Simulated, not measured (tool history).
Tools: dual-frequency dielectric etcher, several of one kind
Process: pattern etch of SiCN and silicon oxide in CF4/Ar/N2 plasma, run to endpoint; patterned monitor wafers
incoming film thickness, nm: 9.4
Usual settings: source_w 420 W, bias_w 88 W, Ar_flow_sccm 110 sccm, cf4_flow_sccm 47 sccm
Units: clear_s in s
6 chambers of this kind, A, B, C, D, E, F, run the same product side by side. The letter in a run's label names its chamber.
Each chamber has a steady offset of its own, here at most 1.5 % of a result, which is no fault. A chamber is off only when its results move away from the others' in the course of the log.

| run | hour | source_w | bias_w | Ar_flow_sccm | cf4_flow_sccm | hours since the last wet clean | hours since the last source power generator calibration | hours since the last bias power generator calibration | hours since the last Ar flow controller change | hours since the last CF4 flow controller change | clear_s |
|---|---|---|---|---|---|---|---|---|---|---|---|
|  | 2.2 | chamber B: Ar flow controller replaced |
| 1F | 10.4 | 420 | 88 | 110 | 47 | 142.2 | 391.4 | 911.3 | 5736.1 | 2277.9 | 11.731 |
| 2C | 24.7 | 420 | 88 | 110 | 47 | 77.7 | 2666.8 | 3562.5 | 1898.9 | 5819.8 | 11.548 |
| 3B | 31.6 | 420 | 88 | 110 | 47 | 142.4 | 1647.4 | 2178.3 | 29.5 | 1431.3 | 11.623 |
| 4D | 40.8 | 420 | 88 | 110 | 47 | 329.6 | 4227.0 | 437.6 | 1585.2 | 1072.3 | 11.800 |
| 5E | 55.1 | 420 | 88 | 110 | 47 | 146.2 | 2809.4 | 668.7 | 960.4 | 1085.4 | 11.761 |
|  | 62.5 | chamber C: Ar flow controller replaced |
| 6A | 67.0 | 420 | 88 | 110 | 47 | 135.8 | 785.5 | 262.8 | 1413.7 | 714.9 | 11.639 |
| 7E | 81.2 | 420 | 97 | 110 | 55 | 172.3 | 2835.5 | 694.8 | 986.5 | 1111.5 | 11.015 |
| 8D | 94.6 | 420 | 97 | 110 | 55 | 383.4 | 4280.8 | 491.4 | 1639.0 | 1126.1 | 11.146 |
| 9F | 104.9 | 420 | 97 | 110 | 55 | 236.7 | 485.9 | 1005.8 | 5830.6 | 2372.4 | 10.991 |
| 10B | 113.9 | 420 | 97 | 110 | 55 | 224.7 | 1729.7 | 2260.6 | 111.8 | 1513.6 | 10.853 |
| 11C | 125.9 | 420 | 97 | 110 | 55 | 178.9 | 2768.0 | 3663.7 | 63.5 | 5921.0 | 11.072 |
| 12A | 134.7 | 420 | 97 | 110 | 55 | 203.5 | 853.2 | 330.5 | 1481.4 | 782.6 | 11.037 |
| 13F | 149.6 | 420 | 88 | 110 | 47 | 281.4 | 530.6 | 1050.5 | 5875.3 | 2417.1 | 11.571 |
| 14C | 156.9 | 420 | 88 | 110 | 47 | 209.9 | 2799.0 | 3694.7 | 94.5 | 5952.0 | 11.658 |
| 15A | 168.9 | 420 | 88 | 110 | 47 | 237.7 | 887.4 | 364.7 | 1515.6 | 816.8 | 11.675 |
| 16E | 176.4 | 420 | 88 | 110 | 47 | 267.5 | 2930.7 | 790.0 | 1081.7 | 1206.7 | 11.669 |
| 17B | 188.2 | 420 | 88 | 110 | 47 | 299.0 | 1804.0 | 2334.9 | 186.1 | 1587.9 | 11.577 |
| 18D | 197.9 | 420 | 102 | 110 | 53 | 486.7 | 4384.1 | 594.7 | 1742.3 | 1229.4 | 11.026 |
|  | 201.8 | chamber D: source power generator calibrated |
| 19C | 208.9 | 420 | 102 | 110 | 53 | 261.9 | 2851.0 | 3746.7 | 146.5 | 6004.0 | 10.900 |
| 20F | 216.8 | 420 | 102 | 110 | 53 | 348.6 | 597.8 | 1117.7 | 5942.5 | 2484.3 | 10.696 |
|  | 217.8 | chamber F: Ar flow controller replaced |
| 21E | 224.0 | 420 | 102 | 110 | 53 | 315.1 | 2978.3 | 837.6 | 1129.3 | 1254.3 | 10.830 |
| 22A | 237.0 | 420 | 102 | 110 | 53 | 305.8 | 955.5 | 432.8 | 1583.7 | 884.9 | 10.929 |
| 23B | 250.7 | 420 | 102 | 110 | 53 | 361.5 | 1866.5 | 2397.4 | 248.6 | 1650.4 | 10.768 |
| 24D | 257.4 | 420 | 88 | 110 | 47 | 546.2 | 55.6 | 654.2 | 1801.8 | 1288.9 | 11.799 |
| 25C | 272.3 | 420 | 88 | 110 | 47 | 325.3 | 2914.4 | 3810.1 | 209.9 | 6067.4 | 11.718 |
|  | 277.9 | chamber D: wet clean of the chamber |
|  | 278.2 | chamber C: wet clean of the chamber |
| 26F | 285.7 | 470 | 78 | 110 | 47 | 417.5 | 666.7 | 1186.6 | 68.0 | 2553.2 | 10.940 |
|  | 298.6 | chamber B: wet clean of the chamber |
| 27D | 300.4 | 470 | 78 | 110 | 47 | 22.6 | 98.6 | 697.2 | 1844.8 | 1331.9 | 11.200 |
| 28A | 310.5 | 470 | 78 | 110 | 47 | 379.3 | 1029.0 | 506.3 | 1657.2 | 958.4 | 11.012 |
| 29B | 317.8 | 470 | 78 | 110 | 47 | 19.3 | 1933.6 | 2464.5 | 315.7 | 1717.5 | 11.054 |
| 30E | 327.5 | 470 | 78 | 110 | 47 | 418.6 | 3081.8 | 941.1 | 1232.8 | 1357.8 | 11.086 |
|  | 331.5 | chamber E: wet clean of the chamber |
| 31B | 338.0 | 470 | 78 | 110 | 47 | 39.5 | 1953.8 | 2484.7 | 335.9 | 1737.7 | 10.965 |
| 32E | 353.3 | 420 | 88 | 110 | 47 | 21.9 | 3107.6 | 966.9 | 1258.6 | 1383.6 | 11.674 |
| 33D | 365.0 | 420 | 88 | 110 | 47 | 87.2 | 163.2 | 761.8 | 1909.4 | 1396.5 | 11.699 |
| 34A | 377.8 | 420 | 76 | 110 | 47 | 446.6 | 1096.3 | 573.6 | 1724.5 | 1025.7 | 12.232 |
| 35F | 392.1 | 420 | 76 | 110 | 47 | 523.9 | 773.1 | 1293.0 | 174.4 | 2659.6 | 12.358 |
| 36C | 402.9 | 420 | 76 | 110 | 47 | 124.7 | 3045.0 | 3940.7 | 340.5 | 6198.0 | 12.405 |
| 37E | 412.6 | 420 | 76 | 110 | 47 | 81.2 | 3166.9 | 1026.2 | 1317.9 | 1442.9 | 12.208 |
| 38B | 419.9 | 420 | 76 | 110 | 47 | 121.4 | 2035.7 | 2566.6 | 417.8 | 1819.6 | 12.274 |
| 39F | 431.0 | 420 | 76 | 110 | 47 | 562.8 | 812.0 | 1331.9 | 213.3 | 2698.5 | 12.360 |
| 40A | 444.6 | 420 | 88 | 110 | 47 | 513.4 | 1163.1 | 640.4 | 1791.3 | 1092.5 | 11.655 |
| 41D | 458.9 | 420 | 88 | 110 | 47 | 181.1 | 257.1 | 855.7 | 2003.3 | 1490.4 | 11.872 |
| 42C | 472.5 | 420 | 88 | 110 | 47 | 194.3 | 3114.6 | 4010.3 | 410.1 | 6267.6 | 11.775 |
| 43C | 480.9 | 420 | 88 | 110 | 47 | 202.7 | 3123.0 | 4018.7 | 418.5 | 6276.0 | 11.604 |
| 44E | 492.3 | 420 | 88 | 110 | 47 | 160.9 | 3246.6 | 1105.9 | 1397.6 | 1522.6 | 11.605 |

What goes on in this fleet: one chamber off, a drifting gauge, or nothing beyond the chambers' own small offsets? Name the chamber and the cause, if any.

No chamber stands off beyond its own small offset, and the gauge holds steady.

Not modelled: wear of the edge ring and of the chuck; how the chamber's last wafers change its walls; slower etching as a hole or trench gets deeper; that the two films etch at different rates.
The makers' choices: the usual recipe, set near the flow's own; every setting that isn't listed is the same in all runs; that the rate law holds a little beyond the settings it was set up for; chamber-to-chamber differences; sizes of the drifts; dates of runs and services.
